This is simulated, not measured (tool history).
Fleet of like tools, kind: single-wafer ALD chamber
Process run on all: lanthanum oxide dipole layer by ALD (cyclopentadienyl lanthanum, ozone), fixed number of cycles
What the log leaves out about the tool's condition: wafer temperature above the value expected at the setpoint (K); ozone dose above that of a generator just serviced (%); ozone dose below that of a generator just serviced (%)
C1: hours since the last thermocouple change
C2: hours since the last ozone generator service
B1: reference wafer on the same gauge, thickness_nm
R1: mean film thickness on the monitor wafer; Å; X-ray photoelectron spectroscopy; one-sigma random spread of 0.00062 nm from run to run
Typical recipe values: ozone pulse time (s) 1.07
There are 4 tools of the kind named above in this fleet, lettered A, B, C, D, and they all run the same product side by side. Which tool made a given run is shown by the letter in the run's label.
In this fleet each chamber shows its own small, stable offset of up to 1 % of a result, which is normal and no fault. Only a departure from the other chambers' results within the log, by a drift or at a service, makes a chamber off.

{"run": "1B", "day": 0.15, "ozone pulse time (s)": 1.07, "C1": 2047.9, "C2": 877.8, "B1": 0.4709, "R1": 5.1209}
{"run": "2A", "day": 0.358, "ozone pulse time (s)": 1.07, "C1": 1257.0, "C2": 384.4, "B1": 0.47089, "R1": 5.1061}
{"run": "3C", "day": 0.583, "ozone pulse time (s)": 1.07, "C1": 774.9, "C2": 268.3, "B1": 0.47091, "R1": 5.1342}
{"run": "4D", "day": 0.775, "ozone pulse time (s)": 1.07, "C1": 913.8, "C2": 530.2, "B1": 0.47082, "R1": 5.1087}
{"run": "5A", "day": 0.925, "ozone pulse time (s)": 1.07, "C1": 1270.6, "C2": 398.0, "B1": 0.47073, "R1": 5.1022}
{"run": "6C", "day": 1.125, "ozone pulse time (s)": 1.07, "C1": 787.9, "C2": 281.3, "B1": 0.4708, "R1": 5.1398}
{"run": "7D", "day": 1.446, "ozone pulse time (s)": 1.07, "C1": 929.9, "C2": 546.3, "B1": 0.47064, "R1": 5.1152}
{"run": "8B", "day": 1.608, "ozone pulse time (s)": 1.07, "C1": 2082.9, "C2": 912.8, "B1": 0.47052, "R1": 5.1054}
{"run": "9A", "day": 1.758, "ozone pulse time (s)": 0.87, "C1": 1290.6, "C2": 418.0, "B1": 0.47063, "R1": 4.7731}
{"run": "10D", "day": 2.017, "ozone pulse time (s)": 0.87, "C1": 943.6, "C2": 560.0, "B1": 0.47053, "R1": 4.7936}
{"run": "11B", "day": 2.296, "ozone pulse time (s)": 0.87, "C1": 2099.4, "C2": 929.3, "B1": 0.47035, "R1": 4.7845}
{"run": "12C", "day": 2.588, "ozone pulse time (s)": 0.87, "C1": 823.0, "C2": 316.4, "B1": 0.47042, "R1": 4.7882}
{"run": "13A", "day": 2.804, "ozone pulse time (s)": 1.07, "C1": 1315.7, "C2": 443.1, "B1": 0.47031, "R1": 5.0931}
{"run": "14B", "day": 2.95, "ozone pulse time (s)": 1.07, "C1": 2115.1, "C2": 945.0, "B1": 0.47024, "R1": 5.0911}
{"run": "15C", "day": 3.092, "ozone pulse time (s)": 1.07, "C1": 835.1, "C2": 328.5, "B1": 0.47037, "R1": 5.1185}
{"run": "16D", "day": 3.317, "ozone pulse time (s)": 1.07, "C1": 974.8, "C2": 591.2, "B1": 0.47022, "R1": 5.1061}
{"run": "17D", "day": 3.583, "ozone pulse time (s)": 1.07, "C1": 981.2, "C2": 597.6, "B1": 0.47015, "R1": 5.1068}
{"run": "18B", "day": 3.8, "ozone pulse time (s)": 1.2, "C1": 2135.5, "C2": 965.4, "B1": 0.46999, "R1": 5.2469}
{"run": "19C", "day": 4.112, "ozone pulse time (s)": 1.2, "C1": 859.6, "C2": 353.0, "B1": 0.46996, "R1": 5.2833}
{"run": "20A", "day": 4.396, "ozone pulse time (s)": 1.2, "C1": 1353.9, "C2": 481.3, "B1": 0.46998, "R1": 5.2549}
{"run": "21A", "day": 4.604, "ozone pulse time (s)": 1.2, "C1": 1358.9, "C2": 486.3, "B1": 0.46988, "R1": 5.261}
{"run": "22B", "day": 4.921, "ozone pulse time (s)": 1.07, "C1": 2162.4, "C2": 992.3, "B1": 0.46979, "R1": 5.0923}
{"run": "23D", "day": 5.075, "ozone pulse time (s)": 1.07, "C1": 1017.0, "C2": 633.4, "B1": 0.46959, "R1": 5.0984}
{"run": "24C", "day": 5.267, "ozone pulse time (s)": 1.07, "C1": 887.3, "C2": 380.7, "B1": 0.46973, "R1": 5.1236}
{"run": "25C", "day": 5.496, "ozone pulse time (s)": 1.07, "C1": 892.8, "C2": 386.2, "B1": 0.46951, "R1": 5.1197}
{"run": "26B", "day": 5.708, "ozone pulse time (s)": 1.07, "C1": 2181.3, "C2": 1011.2, "B1": 0.46958, "R1": 5.0911}
{"run": "27D", "day": 5.971, "ozone pulse time (s)": 1.07, "C1": 1038.5, "C2": 654.9, "B1": 0.46955, "R1": 5.0956}
{"run": "28A", "day": 6.254, "ozone pulse time (s)": 1.32, "C1": 1398.5, "C2": 525.9, "B1": 0.4693, "R1": 5.3593}
{"run": "29A", "day": 6.467, "ozone pulse time (s)": 1.32, "C1": 1403.6, "C2": 531.0, "B1": 0.46929, "R1": 5.3574}
{"run": "30B", "day": 6.625, "ozone pulse time (s)": 1.32, "C1": 2203.3, "C2": 1033.2, "B1": 0.46928, "R1": 5.368}
{"run": "31C", "day": 6.85, "ozone pulse time (s)": 1.32, "C1": 925.3, "C2": 418.7, "B1": 0.46924, "R1": 5.3806}
{"run": "32D", "day": 7.142, "ozone pulse time (s)": 1.07, "C1": 1066.6, "C2": 683.0, "B1": 0.46913, "R1": 5.0952}
{"run": "33B", "day": 7.342, "ozone pulse time (s)": 1.07, "C1": 2220.5, "C2": 1050.4, "B1": 0.46931, "R1": 5.0881}
{"run": "34A", "day": 7.554, "ozone pulse time (s)": 1.07, "C1": 1429.7, "C2": 557.1, "B1": 0.46917, "R1": 5.0808}
{"run": "35C", "day": 7.754, "ozone pulse time (s)": 1.07, "C1": 947.0, "C2": 440.4, "B1": 0.46904, "R1": 5.1048}
{"run": "36D", "day": 8.038, "ozone pulse time (s)": 1.07, "C1": 1088.1, "C2": 704.5, "B1": 0.46891, "R1": 5.0899}
{"run": "37B", "day": 8.204, "ozone pulse time (s)": 1.07, "C1": 2241.2, "C2": 1071.1, "B1": 0.469, "R1": 5.093}
{"run": "38A", "day": 8.417, "ozone pulse time (s)": 1.07, "C1": 1450.4, "C2": 577.8, "B1": 0.46872, "R1": 5.095}
{"run": "39D", "day": 8.617, "ozone pulse time (s)": 1.3, "C1": 1102.0, "C2": 718.4, "B1": 0.46885, "R1": 5.3488}
{"run": "40C", "day": 8.792, "ozone pulse time (s)": 1.3, "C1": 971.9, "C2": 465.3, "B1": 0.4689, "R1": 5.3676}
{"run": "41A", "day": 8.954, "ozone pulse time (s)": 1.3, "C1": 1463.3, "C2": 590.7, "B1": 0.46881, "R1": 5.3415}

What goes on in this fleet: one chamber off, a drifting gauge, or nothing beyond the chambers' own small offsets? Name the chamber and the cause, if any.

The shared gauge is drifting. All chambers look as if they move in step, but none is off.
Likeliest cause: gauge reads low (%) = 0.499.
